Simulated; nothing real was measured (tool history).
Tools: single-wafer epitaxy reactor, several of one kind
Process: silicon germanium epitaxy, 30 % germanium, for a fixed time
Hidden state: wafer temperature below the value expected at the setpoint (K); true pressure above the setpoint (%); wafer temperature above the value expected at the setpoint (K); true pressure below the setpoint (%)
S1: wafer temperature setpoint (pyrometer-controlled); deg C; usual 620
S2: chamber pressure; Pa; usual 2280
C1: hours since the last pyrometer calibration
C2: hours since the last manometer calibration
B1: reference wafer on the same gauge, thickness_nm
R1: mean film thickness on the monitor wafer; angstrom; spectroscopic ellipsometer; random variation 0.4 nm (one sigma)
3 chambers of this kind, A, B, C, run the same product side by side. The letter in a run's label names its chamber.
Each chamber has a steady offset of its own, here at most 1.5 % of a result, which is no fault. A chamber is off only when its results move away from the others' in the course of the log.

Run 1A, hour 6: usual settings; C1 1394.4; C2 1127.1; B1 81.568. Result: R1 794.32 angstrom.
Run 2C, hour 15.8: usual settings; C1 1137; C2 1296.8; B1 81.516. Result: R1 774.97 angstrom.
Run 3B, hour 23.5: usual settings; C1 1867.2; C2 667.5; B1 81.595. Result: R1 800.45 angstrom.
Run 4B, hour 28.8: usual settings; C1 1872.5; C2 672.8; B1 81.522. Result: R1 788.73 angstrom.
Run 5C, hour 38.4: usual settings; C1 1159.6; C2 1319.4; B1 81.567. Result: R1 777.19 angstrom.
Run 6A, hour 47.8: usual settings; C1 1436.2; C2 1168.9; B1 81.6. Result: R1 789.7 angstrom.
Run 7C, hour 56.8: usual settings; C1 1178; C2 1337.8; B1 81.697. Result: R1 786.45 angstrom.
Run 8A, hour 65.9: usual settings; C1 1454.3; C2 1187; B1 81.496. Result: R1 789.33 angstrom.
At hour 69: chamber B: pyrometer calibrated.
Run 9B, hour 75.5: usual settings; C1 6.5; C2 719.5; B1 81.571. Result: R1 791.5 angstrom.
Run 10B, hour 81.8: usual settings; C1 12.8; C2 725.8; B1 81.672. Result: R1 788.63 angstrom.
Run 11C, hour 88.2: usual settings but S2 1827 Pa; C1 1209.4; C2 1369.2; B1 81.62. Result: R1 706.82 angstrom.
Run 12A, hour 98.1: usual settings but S2 1827 Pa; C1 1486.5; C2 1219.2; B1 81.652. Result: R1 722.55 angstrom.
Run 13B, hour 108.6: usual settings but S2 1827 Pa; C1 39.6; C2 752.6; B1 81.691. Result: R1 726.05 angstrom.
Run 14C, hour 116.9: usual settings; C1 1238.1; C2 1397.9; B1 81.704. Result: R1 772.86 angstrom.
Run 15A, hour 126.1: usual settings but S2 2826 Pa; C1 1514.5; C2 1247.2; B1 81.579. Result: R1 856.4 angstrom.
Run 16A, hour 131.9: usual settings but S2 2826 Pa; C1 1520.3; C2 1253; B1 81.705. Result: R1 862.61 angstrom.
Run 17B, hour 141.1: usual settings but S2 2826 Pa; C1 72.1; C2 785.1; B1 81.583. Result: R1 864.24 angstrom.
Run 18C, hour 148.6: usual settings; C1 1269.8; C2 1429.6; B1 81.625. Result: R1 773.91 angstrom.
Run 19B, hour 158.7: usual settings; C1 89.7; C2 802.7; B1 81.552. Result: R1 789.33 angstrom.
Run 20C, hour 165.6: usual settings; C1 1286.8; C2 1446.6; B1 81.708. Result: R1 762.21 angstrom.
Run 21A, hour 172.9: usual settings; C1 1561.3; C2 1294; B1 81.585. Result: R1 793.88 angstrom.
Run 22A, hour 183.5: usual settings but S1 625 deg C; C1 1571.9; C2 1304.6; B1 81.631. Result: R1 858.5 angstrom.
Run 23B, hour 191.6: usual settings but S1 625 deg C; C1 122.6; C2 835.6; B1 81.656. Result: R1 865.48 angstrom.
Run 24C, hour 201.5: usual settings but S1 625 deg C; C1 1322.7; C2 1482.5; B1 81.603. Result: R1 838.79 angstrom.
Run 25A, hour 213.4: usual settings; C1 1601.8; C2 1334.5; B1 81.535. Result: R1 792.14 angstrom.
Run 26C, hour 224.2: usual settings; C1 1345.4; C2 1505.2; B1 81.589. Result: R1 765.88 angstrom.
Run 27B, hour 233: usual settings; C1 164; C2 877; B1 81.628. Result: R1 795.49 angstrom.
Run 28B, hour 239.1: usual settings; C1 170.1; C2 883.1; B1 81.534. Result: R1 794.91 angstrom.
Run 29A, hour 245.8: usual settings; C1 1634.2; C2 1366.9; B1 81.562. Result: R1 785.08 angstrom.
Run 30C, hour 253.5: usual settings; C1 1374.7; C2 1534.5; B1 81.614. Result: R1 755.9 angstrom.
Run 31C, hour 262.3: usual settings; C1 1383.5; C2 1543.3; B1 81.562. Result: R1 752.02 angstrom.
Run 32A, hour 273.1: usual settings; C1 1661.5; C2 1394.2; B1 81.705. Result: R1 799.14 angstrom.
Run 33B, hour 279.6: usual settings; C1 210.6; C2 923.6; B1 81.751. Result: R1 796.19 angstrom.
Run 34B, hour 286: usual settings; C1 217; C2 930; B1 81.764. Result: R1 792.14 angstrom.
Run 35A, hour 292: usual settings; C1 1680.4; C2 1413.1; B1 81.52. Result: R1 786.42 angstrom.

Next, every chamber runs the same settings. What will each give?
Run 36A, hour 300.5: usual settings. Result: R1 ?.
Run 36B, hour 300.5: usual settings. Result: R1 ?.
Run 36C, hour 300.5: usual settings. Result: R1 ?.

run      R1
36A  784.06
36B  790.19
36C  752.06
